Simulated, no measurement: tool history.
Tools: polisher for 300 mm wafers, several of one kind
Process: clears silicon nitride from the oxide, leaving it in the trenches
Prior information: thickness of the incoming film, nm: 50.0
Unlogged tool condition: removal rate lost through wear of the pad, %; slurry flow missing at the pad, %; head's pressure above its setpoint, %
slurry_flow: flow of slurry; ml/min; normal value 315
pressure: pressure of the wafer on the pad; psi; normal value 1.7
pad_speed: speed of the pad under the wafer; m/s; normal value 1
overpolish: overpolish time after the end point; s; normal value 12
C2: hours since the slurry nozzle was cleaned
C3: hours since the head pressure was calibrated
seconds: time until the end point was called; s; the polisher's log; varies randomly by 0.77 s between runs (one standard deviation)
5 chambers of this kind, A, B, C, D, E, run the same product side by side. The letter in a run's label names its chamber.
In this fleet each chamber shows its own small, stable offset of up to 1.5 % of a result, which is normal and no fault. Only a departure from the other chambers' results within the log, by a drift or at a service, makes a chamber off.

Run 1B, hour 6.7: usual settings; wafers polished on this pad 620; C2 294.8; C3 219.2. Result: seconds 93.375 s.
Run 2D, hour 13.2: usual settings; wafers polished on this pad 155; C2 309.1; C3 851.2. Result: seconds 95.122 s.
Run 3A, hour 18.3: usual settings; wafers polished on this pad 1227; C2 633.8; C3 345.3. Result: seconds 93.872 s.
Run 4C, hour 24: usual settings; wafers polished on this pad 494; C2 40.9; C3 563. Result: seconds 92.089 s.
At hour 26.8: chamber B: worn pad replaced by a new one.
Run 5E, hour 28.9: usual settings; wafers polished on this pad 898; C2 220.1; C3 322.2. Result: seconds 95.57 s.
At hour 30.7: chamber A: worn pad replaced by a new one.
At hour 32: chamber E: worn pad replaced by a new one.
Run 6E, hour 36.8: usual settings; wafers polished on this pad 44; C2 228; C3 330.1. Result: seconds 94.549 s.
Run 7C, hour 42.6: usual settings; wafers polished on this pad 664; C2 59.5; C3 581.6. Result: seconds 94.064 s.
Run 8D, hour 50.2: usual settings; wafers polished on this pad 493; C2 346.1; C3 888.2. Result: seconds 94.872 s.
Run 9B, hour 55.1: usual settings; wafers polished on this pad 259; C2 343.2; C3 267.6. Result: seconds 94.966 s.
At hour 55.5: chamber D: slurry nozzle cleaned.
Run 10A, hour 63.7: usual settings but pressure 2.1 psi, overpolish 18 s; wafers polished on this pad 302; C2 679.2; C3 390.7. Result: seconds 75.762 s.
Run 11C, hour 69.6: usual settings but pressure 2.1 psi, overpolish 18 s; wafers polished on this pad 911; C2 86.5; C3 608.6. Result: seconds 76.019 s.
Run 12B, hour 77.8: usual settings but pressure 2.1 psi, overpolish 18 s; wafers polished on this pad 467; C2 365.9; C3 290.3. Result: seconds 75.913 s.
At hour 83.3: chamber D: worn pad replaced by a new one.
Run 13D, hour 87.2: usual settings but pressure 2.1 psi, overpolish 18 s; wafers polished on this pad 36; C2 31.7; C3 925.2. Result: seconds 76.707 s.
Run 14E, hour 95.5: usual settings but pressure 2.1 psi, overpolish 18 s; wafers polished on this pad 581; C2 286.7; C3 388.8. Result: seconds 77.093 s.
At hour 98.6: chamber B: worn pad replaced by a new one.
At hour 101.9: chamber B: head pressure recalibrated.
Run 15A, hour 104: usual settings; wafers polished on this pad 670; C2 719.5; C3 431. Result: seconds 93.315 s.
At hour 105.2: chamber C: worn pad replaced by a new one.
Run 16E, hour 109.3: usual settings; wafers polished on this pad 707; C2 300.5; C3 402.6. Result: seconds 95.665 s.
At hour 114.8: chamber B: slurry nozzle cleaned.
Run 17B, hour 115.9: usual settings; wafers polished on this pad 158; C2 1.1; C3 14. Result: seconds 94.505 s.
Run 18A, hour 121.9: usual settings; wafers polished on this pad 834; C2 737.4; C3 448.9. Result: seconds 96.49 s.
Run 19D, hour 126.6: usual settings but slurry_flow 405 ml/min, pad_speed 0.9 m/s; wafers polished on this pad 396; C2 71.1; C3 964.6. Result: seconds 102.05 s.
At hour 132.9: chamber E: slurry nozzle cleaned.
At hour 133: chamber E: worn pad replaced by a new one.
Run 20C, hour 135.7: usual settings but slurry_flow 405 ml/min, pad_speed 0.9 m/s; wafers polished on this pad 279; C2 152.6; C3 674.7. Result: seconds 100.81 s.
Run 21A, hour 143.4: usual settings but slurry_flow 405 ml/min, pad_speed 0.9 m/s; wafers polished on this pad 1030; C2 758.9; C3 470.4. Result: seconds 104.28 s.
Run 22D, hour 148.6: usual settings but slurry_flow 405 ml/min, pad_speed 0.9 m/s; wafers polished on this pad 597; C2 93.1; C3 986.6. Result: seconds 101.41 s.
Run 23C, hour 154.1: usual settings but slurry_flow 405 ml/min, pad_speed 0.9 m/s; wafers polished on this pad 447; C2 171; C3 693.1. Result: seconds 103.12 s.
Run 24B, hour 163.3: usual settings; wafers polished on this pad 592; C2 48.5; C3 61.4. Result: seconds 93.841 s.
At hour 168.4: chamber B: worn pad replaced by a new one.
Run 25E, hour 170.1: usual settings; wafers polished on this pad 339; C2 37.2; C3 463.4. Result: seconds 92 s.
Run 26B, hour 176.4: usual settings; wafers polished on this pad 73; C2 61.6; C3 74.5. Result: seconds 95.036 s.
At hour 179.6: chamber A: slurry nozzle cleaned.
At hour 181.8: chamber A: worn pad replaced by a new one.
At hour 182.4: chamber D: worn pad replaced by a new one.
Run 27D, hour 185: usual settings; wafers polished on this pad 24; C2 129.5; C3 1023. Result: seconds 94.169 s.
Run 28C, hour 194.7: usual settings; wafers polished on this pad 818; C2 211.6; C3 733.7. Result: seconds 95.146 s.
Run 29E, hour 201: usual settings but pressure 2.2 psi; wafers polished on this pad 621; C2 68.1; C3 494.3. Result: seconds 70.451 s.
Run 30A, hour 207.3: usual settings but pressure 2.2 psi; wafers polished on this pad 233; C2 27.7; C3 534.3. Result: seconds 72.992 s.
Run 31A, hour 216.7: usual settings but pressure 2.2 psi; wafers polished on this pad 319; C2 37.1; C3 543.7. Result: seconds 73.491 s.
At hour 216.9: chamber E: worn pad replaced by a new one.
Run 32E, hour 225.1: usual settings but pressure 2.2 psi; wafers polished on this pad 75; C2 92.2; C3 518.4. Result: seconds 69.555 s.
Run 33B, hour 232.9: usual settings but pressure 2.2 psi; wafers polished on this pad 590; C2 118.1; C3 131. Result: seconds 73.252 s.
Run 34D, hour 238.3: usual settings but overpolish 6 s; wafers polished on this pad 511; C2 182.8; C3 1076.3. Result: seconds 94.88 s.
Run 35C, hour 247.2: usual settings but overpolish 6 s; wafers polished on this pad 1298; C2 264.1; C3 786.2. Result: seconds 92.913 s.
At hour 248.7: chamber C: worn pad replaced by a new one.
At hour 248.9: chamber B: worn pad replaced by a new one.
Run 36A, hour 256.8: usual settings but overpolish 6 s; wafers polished on this pad 685; C2 77.2; C3 583.8. Result: seconds 93.631 s.
At hour 262.1: chamber D: worn pad replaced by a new one.
Run 37D, hour 264.7: usual settings but overpolish 6 s; wafers polished on this pad 23; C2 209.2; C3 1102.7. Result: seconds 95.199 s.
Run 38C, hour 272.7: usual settings but overpolish 6 s; wafers polished on this pad 219; C2 289.6; C3 811.7. Result: seconds 93.739 s.
Run 39B, hour 279: usual settings; wafers polished on this pad 275; C2 164.2; C3 177.1. Result: seconds 94.463 s.
Run 40E, hour 287.7: usual settings; wafers polished on this pad 648; C2 154.8; C3 581. Result: seconds 88.485 s.
Run 41C, hour 292.1: usual settings; wafers polished on this pad 396; C2 309; C3 831.1. Result: seconds 93.377 s.
Run 42D, hour 300.6: usual settings; wafers polished on this pad 352; C2 245.1; C3 1138.6. Result: seconds 93.848 s.

For the next run the whole fleet of 5 chambers uses the same settings. Give each chamber's results:
Run 43A, hour 307.6: usual settings. Result: seconds ?.
Run 43B, hour 307.6: usual settings. Result: seconds ?.
Run 43C, hour 307.6: usual settings. Result: seconds ?.
Run 43D, hour 307.6: usual settings. Result: seconds ?.
Run 43E, hour 307.6: usual settings. Result: seconds ?.

run  seconds
43A   94.607
43B   94.004
43C   95.174
43D   95.469
43E   88.603

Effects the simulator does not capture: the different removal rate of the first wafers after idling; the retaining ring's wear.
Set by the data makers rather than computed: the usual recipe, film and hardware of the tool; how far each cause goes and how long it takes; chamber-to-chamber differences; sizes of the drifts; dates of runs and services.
